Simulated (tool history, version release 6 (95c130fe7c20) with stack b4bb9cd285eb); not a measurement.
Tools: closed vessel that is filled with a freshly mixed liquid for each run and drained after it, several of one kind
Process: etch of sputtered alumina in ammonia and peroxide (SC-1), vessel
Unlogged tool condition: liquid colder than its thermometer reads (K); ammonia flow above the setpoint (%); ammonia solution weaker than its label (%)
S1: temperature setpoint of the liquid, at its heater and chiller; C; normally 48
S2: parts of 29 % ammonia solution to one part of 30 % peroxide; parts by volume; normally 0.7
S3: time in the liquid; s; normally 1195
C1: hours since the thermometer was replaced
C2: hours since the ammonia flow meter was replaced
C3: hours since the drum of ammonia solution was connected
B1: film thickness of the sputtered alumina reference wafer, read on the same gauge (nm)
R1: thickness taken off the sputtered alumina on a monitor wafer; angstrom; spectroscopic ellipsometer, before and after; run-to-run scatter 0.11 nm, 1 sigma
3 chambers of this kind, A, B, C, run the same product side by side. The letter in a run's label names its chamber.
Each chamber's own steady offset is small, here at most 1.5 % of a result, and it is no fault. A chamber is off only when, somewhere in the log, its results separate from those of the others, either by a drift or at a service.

Run 1B, day 0.579: usual settings; C1 670.8; C2 315.1; C3 265.2; B1 40.012. Result: R1 320.64 angstrom.
Run 2C, day 1.117: usual settings; C1 1278.3; C2 1631.9; C3 175.2; B1 39.988. Result: R1 317.1 angstrom.
Run 3A, day 1.621: usual settings; C1 832.2; C2 1035.2; C3 330.4; B1 39.985. Result: R1 319.44 angstrom.
Run 4C, day 2.258: usual settings; C1 1305.7; C2 1659.3; C3 202.6; B1 40.02. Result: R1 317 angstrom.
Run 5A, day 2.646: usual settings; C1 856.8; C2 1059.8; C3 355; B1 40.002. Result: R1 315.8 angstrom.
Run 6B, day 3.254: usual settings but S3 795 s; C1 735; C2 379.3; C3 329.4; B1 39.992. Result: R1 214.88 angstrom.
Run 7A, day 3.583: usual settings but S3 795 s; C1 879.3; C2 1082.3; C3 377.5; B1 40.049. Result: R1 211.43 angstrom.
Run 8C, day 3.962: usual settings but S3 795 s; C1 1346.6; C2 1700.2; C3 243.5; B1 40.006. Result: R1 210.51 angstrom.
At day 4.038: chamber C: thermometer replaced.
Run 9B, day 4.442: usual settings; C1 763.5; C2 407.8; C3 357.9; B1 40.024. Result: R1 322.79 angstrom.
Run 10A, day 4.946: usual settings; C1 912; C2 1115; C3 410.2; B1 40.007. Result: R1 318.75 angstrom.
Run 11B, day 5.312: usual settings; C1 784.4; C2 428.7; C3 378.8; B1 39.954. Result: R1 321.23 angstrom.
Run 12C, day 5.925: usual settings; C1 45.3; C2 1747.3; C3 290.6; B1 40.012. Result: R1 315.47 angstrom.
Run 13B, day 6.383: usual settings; C1 810.1; C2 454.4; C3 404.5; B1 40.013. Result: R1 319.78 angstrom.
At day 6.608: chamber A: new drum of ammonia solution connected.
Run 14C, day 7.038: usual settings; C1 72; C2 1774; C3 317.3; B1 39.991. Result: R1 318.09 angstrom.
Run 15A, day 7.567: usual settings; C1 974.9; C2 1177.9; C3 23; B1 39.963. Result: R1 318.7 angstrom.
Run 16C, day 8.229: usual settings; C1 100.6; C2 1802.6; C3 345.9; B1 40.002. Result: R1 316.44 angstrom.
Run 17B, day 8.612: usual settings; C1 863.6; C2 507.9; C3 458; B1 40.037. Result: R1 316.76 angstrom.
Run 18A, day 9.017: usual settings; C1 1009.7; C2 1212.7; C3 57.8; B1 39.995. Result: R1 317.98 angstrom.
Run 19A, day 9.667: usual settings; C1 1025.3; C2 1228.3; C3 73.4; B1 40. Result: R1 318.92 angstrom.
Run 20C, day 10.262: usual settings; C1 149.4; C2 1851.4; C3 394.7; B1 39.995. Result: R1 316.51 angstrom.
Run 21B, day 10.821: usual settings; C1 916.6; C2 560.9; C3 511; B1 39.995. Result: R1 316.1 angstrom.
Run 22B, day 11.117: usual settings; C1 923.7; C2 568; C3 518.1; B1 39.972. Result: R1 315.42 angstrom.
Run 23C, day 11.475: usual settings; C1 178.5; C2 1880.5; C3 423.8; B1 39.995. Result: R1 315.52 angstrom.
Run 24A, day 12.004: usual settings; C1 1081.4; C2 1284.4; C3 129.5; B1 39.952. Result: R1 317.68 angstrom.
Run 25B, day 12.317: usual settings but S1 54.5 C; C1 952.5; C2 596.8; C3 546.9; B1 39.975. Result: R1 447.11 angstrom.
Run 26A, day 12.867: usual settings but S1 54.5 C; C1 1102.1; C2 1305.1; C3 150.2; B1 40.022. Result: R1 454.84 angstrom.
Run 27C, day 13.479: usual settings but S1 54.5 C; C1 226.6; C2 1928.6; C3 471.9; B1 40.019. Result: R1 450.94 angstrom.
Run 28C, day 13.775: usual settings; C1 233.7; C2 1935.7; C3 479; B1 40.037. Result: R1 315.82 angstrom.
Run 29B, day 14.158: usual settings; C1 996.7; C2 641; C3 591.1; B1 40.047. Result: R1 314.05 angstrom.
Run 30A, day 14.662: usual settings but S2 1 parts by volume; C1 1145.2; C2 1348.2; C3 193.3; B1 39.987. Result: R1 330.18 angstrom.
Run 31B, day 15.271: usual settings but S2 1 parts by volume; C1 1023.4; C2 667.7; C3 617.8; B1 40.043. Result: R1 320.97 angstrom.
Run 32A, day 15.671: usual settings but S2 1 parts by volume; C1 1169.4; C2 1372.4; C3 217.5; B1 39.977. Result: R1 328.55 angstrom.
Run 33C, day 16.15: usual settings; C1 290.7; C2 1992.7; C3 536; B1 39.98. Result: R1 316.73 angstrom.
Run 34A, day 16.725: usual settings; C1 1194.7; C2 1397.7; C3 242.8; B1 40.005. Result: R1 320.47 angstrom.
Run 35B, day 17.379: usual settings but S2 0.85 parts by volume; C1 1074; C2 718.3; C3 668.4; B1 40.008. Result: R1 314.61 angstrom.
Run 36C, day 17.808: usual settings but S2 0.85 parts by volume; C1 330.5; C2 2032.5; C3 575.8; B1 39.959. Result: R1 321.38 angstrom.
Run 37C, day 18.2: usual settings but S2 0.85 parts by volume; C1 339.9; C2 2041.9; C3 585.2; B1 39.995. Result: R1 323.74 angstrom.
Run 38A, day 18.667: usual settings; C1 1241.3; C2 1444.3; C3 289.4; B1 40.032. Result: R1 318.98 angstrom.

Which is it: a chamber that has drifted or been left off by a service, a gauge drift common to all chambers, or only each chamber's usual small offset? If a chamber is off, name it and its likeliest cause.

Chamber B drifts away from the others.
What lies behind it: liquid colder than its thermometer reads (K) = 0.868.

Chamber B could run next with any of the 4 candidate recipes listed below; each alters the usual settings, and their results appear as question marks. Which one brings its results back in line with what the other chambers deliver on the usual settings?
Allowed miss from the other chambers' usual-settings mean, per result, to count as in line: R1 3.9 angstrom
Run 39B-1, day 19.142: usual settings but S3 1155 s. Result: R1 ?.
Run 39B-2, day 19.142: usual settings but S3 1205 s. Result: R1 ?.
Run 39B-3, day 19.142: usual settings but S3 1185 s. Result: R1 ?.
Run 39B-4, day 19.142: usual settings but S3 1235 s. Result: R1 ?.

Usual-settings mean across the other chambers: R1 317.45 angstrom
  run      R1
39B-1  296.29
39B-2  309.11
39B-3  303.98
39B-4  316.81
The right change is 39B-4: it brings the chamber back within the allowed miss of the others.
